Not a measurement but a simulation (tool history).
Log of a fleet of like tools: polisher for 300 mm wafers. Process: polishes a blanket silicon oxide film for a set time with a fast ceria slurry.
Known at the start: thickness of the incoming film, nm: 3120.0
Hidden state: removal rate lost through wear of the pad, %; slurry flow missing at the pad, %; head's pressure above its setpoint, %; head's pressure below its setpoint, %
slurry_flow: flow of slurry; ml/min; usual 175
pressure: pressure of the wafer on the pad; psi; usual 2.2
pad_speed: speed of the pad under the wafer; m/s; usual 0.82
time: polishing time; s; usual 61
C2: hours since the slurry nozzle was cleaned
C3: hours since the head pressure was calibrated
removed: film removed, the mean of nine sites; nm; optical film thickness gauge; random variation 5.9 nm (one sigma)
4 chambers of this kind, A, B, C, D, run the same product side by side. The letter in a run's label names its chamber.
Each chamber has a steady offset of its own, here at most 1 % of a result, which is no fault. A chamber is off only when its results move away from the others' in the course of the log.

At hour 3.6: chamber C: worn pad replaced by a new one.
Run 1D, hour 4.2: usual settings; wafers polished on this pad 455; C2 471.3; C3 214.3. Result: removed 656.75 nm.
Run 2C, hour 6.3: usual settings; wafers polished on this pad 34; C2 404.3; C3 750.7. Result: removed 668.10 nm.
Run 3A, hour 8.6: usual settings; wafers polished on this pad 1273; C2 129.3; C3 304.6. Result: removed 658.99 nm.
Run 4B, hour 11.1: usual settings; wafers polished on this pad 161; C2 298.9; C3 243.3. Result: removed 651.68 nm.
Run 5C, hour 14.0: usual settings; wafers polished on this pad 131; C2 412.0; C3 758.4. Result: removed 655.18 nm.
Run 6A, hour 16.9: usual settings; wafers polished on this pad 1378; C2 137.6; C3 312.9. Result: removed 668.24 nm.
Run 7B, hour 20.9: usual settings; wafers polished on this pad 284; C2 308.7; C3 253.1. Result: removed 659.04 nm.
Run 8D, hour 24.7: usual settings; wafers polished on this pad 713; C2 491.8; C3 234.8. Result: removed 661.62 nm.
Run 9A, hour 27.9: usual settings; wafers polished on this pad 1516; C2 148.6; C3 323.9. Result: removed 661.34 nm.
Run 10C, hour 31.1: usual settings; wafers polished on this pad 346; C2 429.1; C3 775.5. Result: removed 655.91 nm.
At hour 31.2: chamber A: worn pad replaced by a new one.
Run 11D, hour 35.0: usual settings; wafers polished on this pad 842; C2 502.1; C3 245.1. Result: removed 666.97 nm.
Run 12B, hour 37.3: usual settings; wafers polished on this pad 490; C2 325.1; C3 269.5. Result: removed 658.91 nm.
At hour 38.5: chamber B: slurry nozzle cleaned.
Run 13C, hour 39.7: usual settings; wafers polished on this pad 454; C2 437.7; C3 784.1. Result: removed 648.90 nm.
Run 14D, hour 42.4: usual settings; wafers polished on this pad 936; C2 509.5; C3 252.5. Result: removed 652.00 nm.
At hour 44.1: chamber B: worn pad replaced by a new one.
Run 15B, hour 46.0: usual settings; wafers polished on this pad 23; C2 7.5; C3 278.2. Result: removed 660.01 nm.
At hour 48.0: chamber D: worn pad replaced by a new one.
Run 16A, hour 50.3: usual settings; wafers polished on this pad 241; C2 171.0; C3 346.3. Result: removed 656.05 nm.
Run 17C, hour 53.5: usual settings; wafers polished on this pad 628; C2 451.5; C3 797.9. Result: removed 666.25 nm.
Run 18D, hour 57.7: usual settings but slurry_flow 225 ml/min, time 53 s; wafers polished on this pad 122; C2 524.8; C3 267.8. Result: removed 591.32 nm.
At hour 61.1: chamber C: worn pad replaced by a new one.
Run 19A, hour 61.3: usual settings but slurry_flow 225 ml/min, time 53 s; wafers polished on this pad 379; C2 182.0; C3 357.3. Result: removed 600.91 nm.
Run 20B, hour 63.5: usual settings but slurry_flow 225 ml/min, time 53 s; wafers polished on this pad 244; C2 25.0; C3 295.7. Result: removed 596.63 nm.
At hour 63.6: chamber C: head pressure recalibrated.
Run 21C, hour 65.7: usual settings but slurry_flow 225 ml/min, time 53 s; wafers polished on this pad 59; C2 463.7; C3 2.1. Result: removed 547.06 nm.
Run 22D, hour 68.5: usual settings; wafers polished on this pad 258; C2 535.6; C3 278.6. Result: removed 655.27 nm.
Run 23A, hour 72.6: usual settings; wafers polished on this pad 522; C2 193.3; C3 368.6. Result: removed 662.74 nm.
Run 24B, hour 75.7: usual settings; wafers polished on this pad 397; C2 37.2; C3 307.9. Result: removed 668.27 nm.
Run 25B, hour 79.4: usual settings; wafers polished on this pad 444; C2 40.9; C3 311.6. Result: removed 662.04 nm.
Run 26C, hour 82.5: usual settings; wafers polished on this pad 270; C2 480.5; C3 18.9. Result: removed 607.39 nm.
At hour 84.4: chamber D: head pressure recalibrated.
Run 27D, hour 85.5: usual settings; wafers polished on this pad 472; C2 552.6; C3 1.1. Result: removed 658.04 nm.
Run 28A, hour 89.5: usual settings; wafers polished on this pad 734; C2 210.2; C3 385.5. Result: removed 659.97 nm.
At hour 90.3: chamber B: worn pad replaced by a new one.
Run 29C, hour 92.1: usual settings; wafers polished on this pad 391; C2 490.1; C3 28.5. Result: removed 613.25 nm.
Run 30D, hour 94.1: usual settings; wafers polished on this pad 580; C2 561.2; C3 9.7. Result: removed 669.88 nm.
Run 31A, hour 96.2: usual settings; wafers polished on this pad 819; C2 216.9; C3 392.2. Result: removed 666.45 nm.
Run 32B, hour 99.0: usual settings; wafers polished on this pad 110; C2 60.5; C3 331.2. Result: removed 652.18 nm.
At hour 99.5: chamber D: slurry nozzle cleaned.
Run 33D, hour 102.8: usual settings; wafers polished on this pad 690; C2 3.3; C3 18.4. Result: removed 658.37 nm.
Run 34A, hour 105.0: usual settings; wafers polished on this pad 930; C2 225.7; C3 401.0. Result: removed 667.93 nm.
Run 35B, hour 107.7: usual settings; wafers polished on this pad 219; C2 69.2; C3 339.9. Result: removed 654.06 nm.
Run 36C, hour 110.8: usual settings; wafers polished on this pad 626; C2 508.8; C3 47.2. Result: removed 603.02 nm.

All 4 chambers run these settings next. Forecast each chamber's results:
Run 37A, hour 113.9: usual settings. Result: removed ?.
Run 37B, hour 113.9: usual settings. Result: removed ?.
Run 37C, hour 113.9: usual settings. Result: removed ?.
Run 37D, hour 113.9: usual settings. Result: removed ?.

run  removed
37A   654.81
37B   662.21
37C   612.33
37D   670.81
